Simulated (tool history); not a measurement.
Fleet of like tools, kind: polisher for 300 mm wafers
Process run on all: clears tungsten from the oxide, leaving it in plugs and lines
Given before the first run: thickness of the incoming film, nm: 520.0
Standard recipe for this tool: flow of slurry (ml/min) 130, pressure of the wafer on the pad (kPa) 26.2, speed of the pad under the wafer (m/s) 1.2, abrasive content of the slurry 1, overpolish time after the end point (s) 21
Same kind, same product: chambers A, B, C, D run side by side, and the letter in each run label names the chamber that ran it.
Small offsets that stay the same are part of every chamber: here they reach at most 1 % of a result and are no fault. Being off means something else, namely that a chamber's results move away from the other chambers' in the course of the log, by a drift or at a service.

run   hour  flow of slurry (ml/min)  pressure of the wafer on the pad (kPa)  speed of the pad under the wafer (m/s)  abrasive content of the slurry  overpolish time after the end point (s)  wafers polished on this pad  hours since the slurry nozzle was cleaned  hours since the head pressure was calibrated  hours since the slurry blender was calibrated  hours since the slurry got fresh peroxide  time until the end point was called (s)
 1B    3.1                      130                                    26.2                                     1.2                               1                                       21                          278                                      171.9                                         368.8                                          141.5                                       38.6                                   82.978
 2C    6.5                      130                                    26.2                                     1.2                               1                                       21                         1158                                       55.8                                         245.7                                           46.8                                       22.7                                   82.075
 3D     12                      130                                    26.2                                     1.2                               1                                       21                          407                                      458.9                                         696.1                                             58                                         50                                   84.343
 4A   16.4                      130                                    26.2                                     1.2                               1                                       21                          403                                      111.8                                         412.2                                          270.7                                      111.9                                    83.15
 5B     21                      130                                    26.2                                     1.2                               1                                       21                          497                                      189.8                                         386.7                                          159.4                                       56.5                                   84.125
      21.6  -- chamber D: worn pad replaced by a new one
      24.1  -- chamber C: worn pad replaced by a new one
 6A   27.5                      130                                    26.2                                     1.2                               1                                       21                          539                                      122.9                                         423.3                                          281.8                                        123                                   81.515
      28.5  -- chamber A: worn pad replaced by a new one
      29.7  -- chamber B: slurry blender recalibrated
 7D   31.5                      130                                    26.2                                     1.2                               1                                       21                          121                                      478.4                                         715.6                                           77.5                                       69.5                                   84.727
 8C   37.7                      130                                    26.2                                     1.2                               1                                       21                          167                                         87                                         276.9                                             78                                       53.9                                   83.905
 9B   41.6                      130                                    26.2                                       1                               1                                       21                          749                                      210.4                                         407.3                                             12                                       77.1                                   99.254
10A   47.5                      130                                    26.2                                       1                               1                                       21                          233                                      142.9                                         443.3                                          301.8                                        143                                   97.353
11D   50.4                      130                                    26.2                                       1                               1                                       21                          352                                      497.3                                         734.5                                           96.4                                       88.4                                   100.72
      52.4  -- chamber D: slurry tank refilled with fresh slurry and peroxide
12C   54.4                      130                                    26.2                                       1                               1                                       21                          371                                      103.7                                         293.6                                           94.7                                       70.6                                   98.468
13A   58.1                       95                                    17.9                                     1.2                               1                                       21                          362                                      153.5                                         453.9                                          312.4                                      153.6                                   130.16
      58.8  -- chamber A: slurry blender recalibrated
      61.5  -- chamber B: worn pad replaced by a new one
14D   63.4                       95                                    17.9                                     1.2                               1                                       21                          511                                      510.3                                         747.5                                          109.4                                         11                                   126.81
      64.2  -- chamber C: head pressure recalibrated
      67.4  -- chamber A: worn pad replaced by a new one
      67.5  -- chamber D: worn pad replaced by a new one
15B   67.7                       95                                    17.9                                     1.2                               1                                       21                           75                                      236.5                                         433.4                                           38.1                                      103.2                                   132.09
      69.3  -- chamber A: slurry tank refilled with fresh slurry and peroxide
16C   71.7                       95                                    17.9                                     1.2                               1                                       21                          583                                        121                                           7.6                                            112                                       87.9                                   130.14
17D   76.1                      130                                    26.2                                     1.2                               1                                       21                          105                                        523                                         760.2                                          122.1                                       23.7                                   82.746
18B     82                      130                                    26.2                                     1.2                               1                                       21                          250                                      250.8                                         447.7                                           52.4                                      117.5                                   82.964
19A   88.1                      130                                    26.2                                     1.2                               1                                       21                          253                                      183.5                                         483.9                                           29.4                                       18.9                                   83.878
20C     93                      130                                    26.2                                     1.2                               1                                       21                          844                                      142.3                                          28.9                                          133.3                                      109.2                                   82.965
      93.2  -- chamber C: slurry tank refilled with fresh slurry and peroxide
      97.2  -- chamber B: head pressure recalibrated
21A   97.5                      130                                    26.2                                     1.2                               1                                       21                          368                                      192.9                                         493.3                                           38.8                                       28.3                                   83.835
22D  101.3                      130                                    26.2                                     1.2                               1                                       21                          414                                      548.2                                         785.4                                          147.3                                       48.9                                   83.421
23C  107.1                      130                                    26.2                                     1.2                               1                                       21                         1016                                      156.4                                            43                                          147.4                                       13.9                                   82.445
     109.8  -- chamber D: worn pad replaced by a new one
       111  -- chamber A: worn pad replaced by a new one
24B  113.8                      130                                    26.2                                     1.2                               1                                       21                          640                                      282.6                                          16.6                                           84.2                                      149.3                                   89.889
25C  119.6                      130                                    26.2                                     1.2                               1                                       21                         1169                                      168.9                                          55.5                                          159.9                                       26.4                                   85.196
26B  126.3                      130                                    26.2                                     1.2                               1                                       21                          793                                      295.1                                          29.1                                           96.7                                      161.8                                   88.308
     127.9  -- chamber C: worn pad replaced by a new one
27A  131.6                      130                                    26.2                                     1.2                               1                                       21                          252                                        227                                         527.4                                           72.9                                       62.4                                   83.252
28D  134.7                      130                                    26.2                                     1.2                            0.85                                       21                          305                                      581.6                                         818.8                                          180.7                                       82.3                                   85.685
     135.7  -- chamber D: slurry nozzle cleaned
     137.4  -- chamber A: head pressure recalibrated
29B  140.7                      130                                    26.2                                     1.2                            0.85                                       21                          969                                      309.5                                          43.5                                          111.1                                      176.2                                   91.745
     141.9  -- chamber D: slurry tank refilled with fresh slurry and peroxide
     143.8  -- chamber B: worn pad replaced by a new one
30C    145                      130                                    26.2                                     1.2                            0.85                                       21                          210                                      194.3                                          80.9                                          185.3                                       51.8                                   86.231
31A    149                      130                                    26.2                                     1.2                            0.85                                       21                          465                                      244.4                                          11.7                                           90.3                                       79.8                                   87.437
32D  152.7                      130                                    20.7                                     1.2                               1                                       32                          525                                         17                                         836.8                                          198.7                                       10.8                                    106.3
     153.1  -- chamber D: worn pad replaced by a new one
     154.1  -- chamber A: worn pad replaced by a new one
33B  159.1                      130                                    20.7                                     1.2                               1                                       32                          187                                      327.9                                          61.9                                          129.5                                      194.6                                    115.6
34D  163.9                      130                                    20.7                                     1.2                               1                                       32                          133                                       28.2                                           848                                          209.9                                         22                                    104.5
     164.7  -- chamber C: slurry blender recalibrated
35A  169.6                      130                                    20.7                                     1.2                               1                                       32                          190                                        265                                          32.3                                          110.9                                      100.4                                   105.63
36C  175.8                      170                                    26.2                                    1.52                               1                                       21                          587                                      225.1                                         111.7                                           11.1                                       82.6                                   63.374

Next, all 4 chambers run the settings below, one line each with question marks for the results. What does each chamber give?
37A  180.5                      130                                      31                                     1.2                               1                                       21                                                                                                                                                                                                                                                        ?
37B  180.5                      130                                      31                                     1.2                               1                                       21                                                                                                                                                                                                                                                        ?
37C  180.5                      130                                      31                                     1.2                               1                                       21                                                                                                                                                                                                                                                        ?
37D  180.5                      130                                      31                                     1.2                               1                                       21                                                                                                                                                                                                                                                        ?

run  time until the end point was called (s)
37A                                   71.644
37B                                   83.174
37C                                   72.314
37D                                   70.946

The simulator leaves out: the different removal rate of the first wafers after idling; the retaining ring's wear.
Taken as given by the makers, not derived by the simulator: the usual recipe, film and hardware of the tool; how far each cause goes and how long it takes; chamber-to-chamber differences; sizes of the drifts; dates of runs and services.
